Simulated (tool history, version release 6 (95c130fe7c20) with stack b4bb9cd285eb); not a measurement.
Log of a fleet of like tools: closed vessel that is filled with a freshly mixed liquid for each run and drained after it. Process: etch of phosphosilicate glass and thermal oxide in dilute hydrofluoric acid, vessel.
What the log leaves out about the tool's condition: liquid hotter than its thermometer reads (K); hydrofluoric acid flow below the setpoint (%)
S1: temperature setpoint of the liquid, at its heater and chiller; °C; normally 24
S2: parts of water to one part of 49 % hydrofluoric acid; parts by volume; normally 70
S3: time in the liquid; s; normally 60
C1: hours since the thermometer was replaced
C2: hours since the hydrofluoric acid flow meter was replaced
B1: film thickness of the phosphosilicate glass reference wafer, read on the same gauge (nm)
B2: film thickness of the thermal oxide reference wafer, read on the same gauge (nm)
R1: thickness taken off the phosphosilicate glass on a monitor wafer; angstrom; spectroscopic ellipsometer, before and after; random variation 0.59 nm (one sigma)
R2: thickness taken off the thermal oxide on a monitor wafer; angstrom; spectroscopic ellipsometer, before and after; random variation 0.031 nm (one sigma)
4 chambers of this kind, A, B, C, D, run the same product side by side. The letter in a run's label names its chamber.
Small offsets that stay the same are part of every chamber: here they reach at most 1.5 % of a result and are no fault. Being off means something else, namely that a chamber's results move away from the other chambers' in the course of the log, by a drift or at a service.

-- hour=14.3 chamber C: thermometer replaced
run 1A hour=15 | S1=24 S2=70 S3=60 | C1=854.9 C2=488.9 | B1=109.99 B2=120.01 | R1=606.15 R2=44.575
run 2D hour=30.3 | S1=24 S2=70 S3=60 | C1=901.3 C2=2076.1 | B1=110.01 B2=120.02 | R1=612.25 R2=44.381
run 3C hour=39.4 | S1=24 S2=70 S3=60 | C1=25.1 C2=58.9 | B1=110 B2=120 | R1=614.91 R2=44.151
run 4B hour=50.9 | S1=24 S2=70 S3=60 | C1=2143 C2=322.1 | B1=110 B2=120.01 | R1=602.46 R2=44.494
run 5D hour=58.3 | S1=19.5 S2=40 S3=60 | C1=929.3 C2=2104.1 | B1=110 B2=120 | R1=911.73 R2=67.042
run 6B hour=71.1 | S1=19.5 S2=40 S3=60 | C1=2163.2 C2=342.3 | B1=109.99 B2=120 | R1=886.59 R2=66.533
-- hour=83.2 chamber D: hydrofluoric acid flow meter replaced
run 7C hour=86.4 | S1=19.5 S2=40 S3=60 | C1=72.1 C2=105.9 | B1=110 B2=119.98 | R1=917.84 R2=66.824
run 8A hour=96 | S1=19.5 S2=40 S3=60 | C1=935.9 C2=569.9 | B1=109.99 B2=120.02 | R1=901.62 R2=67.312
run 9B hour=107.6 | S1=24 S2=70 S3=60 | C1=2199.7 C2=378.8 | B1=110.01 B2=120.01 | R1=601.03 R2=44.842
run 10A hour=118.3 | S1=24 S2=70 S3=60 | C1=958.2 C2=592.2 | B1=110.02 B2=120 | R1=594.25 R2=44.573
run 11D hour=126.9 | S1=24 S2=70 S3=60 | C1=997.9 C2=43.8 | B1=109.98 B2=119.99 | R1=590.9 R2=45.093
-- hour=132.2 chamber A: hydrofluoric acid flow meter replaced
run 12C hour=138.3 | S1=24 S2=70 S3=60 | C1=124 C2=157.8 | B1=110 B2=119.99 | R1=593.15 R2=44.579
run 13D hour=147.9 | S1=24 S2=70 S3=60 | C1=1018.9 C2=64.8 | B1=109.99 B2=120.01 | R1=605.02 R2=44.717
run 14A hour=163.2 | S1=24 S2=70 S3=60 | C1=1003.1 C2=31 | B1=110 B2=120 | R1=599.67 R2=44.554
run 15B hour=171.6 | S1=24 S2=70 S3=60 | C1=2263.7 C2=442.8 | B1=110 B2=119.99 | R1=596.39 R2=44.654
run 16C hour=184.5 | S1=24 S2=70 S3=60 | C1=170.2 C2=204 | B1=110 B2=120.01 | R1=612 R2=44.189
run 17D hour=193.3 | S1=21.5 S2=80 S3=60 | C1=1064.3 C2=110.2 | B1=110.02 B2=119.99 | R1=473.98 R2=35.007
run 18C hour=204.5 | S1=21.5 S2=80 S3=60 | C1=190.2 C2=224 | B1=110.02 B2=120 | R1=476.19 R2=34.553
run 19A hour=215.3 | S1=21.5 S2=80 S3=60 | C1=1055.2 C2=83.1 | B1=110 B2=120.01 | R1=470.5 R2=34.551
run 20B hour=225.5 | S1=21.5 S2=80 S3=60 | C1=2317.6 C2=496.7 | B1=110 B2=119.98 | R1=475.05 R2=35.102
run 21A hour=237.7 | S1=24 S2=70 S3=60 | C1=1077.6 C2=105.5 | B1=109.99 B2=119.97 | R1=600.94 R2=44.378
run 22C hour=250.9 | S1=24 S2=70 S3=60 | C1=236.6 C2=270.4 | B1=109.98 B2=119.99 | R1=613.15 R2=44.144
run 23D hour=263.5 | S1=24 S2=70 S3=60 | C1=1134.5 C2=180.4 | B1=110 B2=120 | R1=602 R2=45.043
run 24B hour=270.5 | S1=24 S2=70 S3=60 | C1=2362.6 C2=541.7 | B1=110.01 B2=120.01 | R1=595.46 R2=45.148
run 25C hour=277.5 | S1=24 S2=70 S3=60 | C1=263.2 C2=297 | B1=110 B2=120.01 | R1=615.78 R2=44.438
run 26D hour=291.5 | S1=24 S2=70 S3=60 | C1=1162.5 C2=208.4 | B1=110 B2=120.03 | R1=610.96 R2=44.627
run 27A hour=305.6 | S1=24 S2=70 S3=60 | C1=1145.5 C2=173.4 | B1=110 B2=120.01 | R1=613.53 R2=44.477
run 28B hour=320.9 | S1=24 S2=70 S3=60 | C1=2413 C2=592.1 | B1=109.99 B2=120.02 | R1=610.83 R2=45.164
run 29C hour=329.7 | S1=24 S2=70 S3=60 | C1=315.4 C2=349.2 | B1=110 B2=119.98 | R1=608.28 R2=44.6
run 30B hour=343.8 | S1=24 S2=70 S3=60 | C1=2435.9 C2=615 | B1=110.02 B2=120 | R1=600.78 R2=45.382
run 31A hour=355.2 | S1=24 S2=70 S3=60 | C1=1195.1 C2=223 | B1=110 B2=120.01 | R1=595.38 R2=44.975
-- hour=368.5 chamber D: thermometer replaced
run 32D hour=370 | S1=24 S2=70 S3=60 | C1=1.5 C2=286.9 | B1=110.01 B2=120.01 | R1=591.19 R2=44.798

Predict what each chamber gives when all 4 of them run the settings below next.
run 33A hour=381.1 | S1=24 S2=55 S3=60 | R1=? R2=?
run 33B hour=381.1 | S1=24 S2=55 S3=60 | R1=? R2=?
run 33C hour=381.1 | S1=24 S2=55 S3=60 | R1=? R2=?
run 33D hour=381.1 | S1=24 S2=55 S3=60 | R1=? R2=?

run=33A R1=784.22 R2=57.866
run=33B R1=769.74 R2=57.832
run=33C R1=790.33 R2=57.189
run=33D R1=780.56 R2=58.71
